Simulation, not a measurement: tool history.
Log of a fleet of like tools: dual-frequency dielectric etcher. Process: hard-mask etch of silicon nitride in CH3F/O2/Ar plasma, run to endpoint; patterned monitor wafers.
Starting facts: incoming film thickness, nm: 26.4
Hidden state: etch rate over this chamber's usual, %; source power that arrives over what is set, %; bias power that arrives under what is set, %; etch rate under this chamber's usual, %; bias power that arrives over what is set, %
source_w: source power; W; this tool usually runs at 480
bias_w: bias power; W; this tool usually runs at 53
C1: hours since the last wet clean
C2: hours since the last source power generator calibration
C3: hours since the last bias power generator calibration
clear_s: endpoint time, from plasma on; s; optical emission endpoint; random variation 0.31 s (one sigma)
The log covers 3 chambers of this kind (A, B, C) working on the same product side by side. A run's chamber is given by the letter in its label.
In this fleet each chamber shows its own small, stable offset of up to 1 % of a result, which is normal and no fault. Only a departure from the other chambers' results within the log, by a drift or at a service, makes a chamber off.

-- hour=1.2 chamber C: wet clean of the chamber
run 1C hour=1.9 | source_w=480 bias_w=53 | C1=0.8 C2=619.2 C3=1632.2 | clear_s=39.488
run 2B hour=5.1 | source_w=480 bias_w=53 | C1=505.4 C2=751.1 C3=3224.5 | clear_s=39.638
run 3A hour=8.1 | source_w=480 bias_w=53 | C1=316.1 C2=3058.9 C3=5177.6 | clear_s=39.769
run 4C hour=10.5 | source_w=480 bias_w=53 | C1=9.4 C2=627.8 C3=1640.8 | clear_s=39.407
run 5B hour=13.2 | source_w=480 bias_w=53 | C1=513.5 C2=759.2 C3=3232.6 | clear_s=39.974
run 6A hour=15 | source_w=480 bias_w=53 | C1=323 C2=3065.8 C3=5184.5 | clear_s=39.663
run 7A hour=18 | source_w=480 bias_w=53 | C1=326 C2=3068.8 C3=5187.5 | clear_s=39.539
run 8C hour=21.1 | source_w=480 bias_w=53 | C1=20 C2=638.4 C3=1651.4 | clear_s=39.233
run 9B hour=24.2 | source_w=480 bias_w=53 | C1=524.5 C2=770.2 C3=3243.6 | clear_s=39.895
run 10A hour=26.1 | source_w=550 bias_w=53 | C1=334.1 C2=3076.9 C3=5195.6 | clear_s=37.088
run 11B hour=29 | source_w=550 bias_w=53 | C1=529.3 C2=775 C3=3248.4 | clear_s=37.996
run 12C hour=32.6 | source_w=550 bias_w=53 | C1=31.5 C2=649.9 C3=1662.9 | clear_s=36.732
run 13B hour=35.6 | source_w=360 bias_w=45 | C1=535.9 C2=781.6 C3=3255 | clear_s=47.324
run 14C hour=39.7 | source_w=360 bias_w=45 | C1=38.6 C2=657 C3=1670 | clear_s=45.995
run 15A hour=42.2 | source_w=360 bias_w=45 | C1=350.2 C2=3093 C3=5211.7 | clear_s=46.479
run 16C hour=44.1 | source_w=480 bias_w=53 | C1=43 C2=661.4 C3=1674.4 | clear_s=39.21
run 17B hour=46.7 | source_w=480 bias_w=53 | C1=547 C2=792.7 C3=3266.1 | clear_s=39.509
run 18A hour=49.4 | source_w=480 bias_w=53 | C1=357.4 C2=3100.2 C3=5218.9 | clear_s=39.598
run 19C hour=52.8 | source_w=480 bias_w=53 | C1=51.7 C2=670.1 C3=1683.1 | clear_s=38.824
run 20B hour=55.3 | source_w=480 bias_w=53 | C1=555.6 C2=801.3 C3=3274.7 | clear_s=39.713
run 21A hour=58.1 | source_w=480 bias_w=53 | C1=366.1 C2=3108.9 C3=5227.6 | clear_s=39.253
-- hour=58.3 chamber B: wet clean of the chamber
run 22B hour=61.4 | source_w=480 bias_w=53 | C1=3.2 C2=807.4 C3=3280.8 | clear_s=39.753
run 23C hour=65 | source_w=480 bias_w=53 | C1=63.9 C2=682.3 C3=1695.3 | clear_s=38.91
run 24A hour=67.2 | source_w=430 bias_w=65 | C1=375.2 C2=3118 C3=5236.7 | clear_s=38.249
run 25C hour=70.2 | source_w=430 bias_w=65 | C1=69.1 C2=687.5 C3=1700.5 | clear_s=37.925
run 26A hour=73 | source_w=430 bias_w=65 | C1=381 C2=3123.8 C3=5242.5 | clear_s=39.338
run 27B hour=75.2 | source_w=480 bias_w=53 | C1=17 C2=821.2 C3=3294.6 | clear_s=39
run 28B hour=78.5 | source_w=480 bias_w=53 | C1=20.3 C2=824.5 C3=3297.9 | clear_s=39.924

Is one chamber off against the others, does the gauge drift, or is nothing wrong? If a chamber is off, say which, and what the likeliest cause is.

Nothing is wrong: each chamber keeps only its own small, steady offset and the gauge holds still.

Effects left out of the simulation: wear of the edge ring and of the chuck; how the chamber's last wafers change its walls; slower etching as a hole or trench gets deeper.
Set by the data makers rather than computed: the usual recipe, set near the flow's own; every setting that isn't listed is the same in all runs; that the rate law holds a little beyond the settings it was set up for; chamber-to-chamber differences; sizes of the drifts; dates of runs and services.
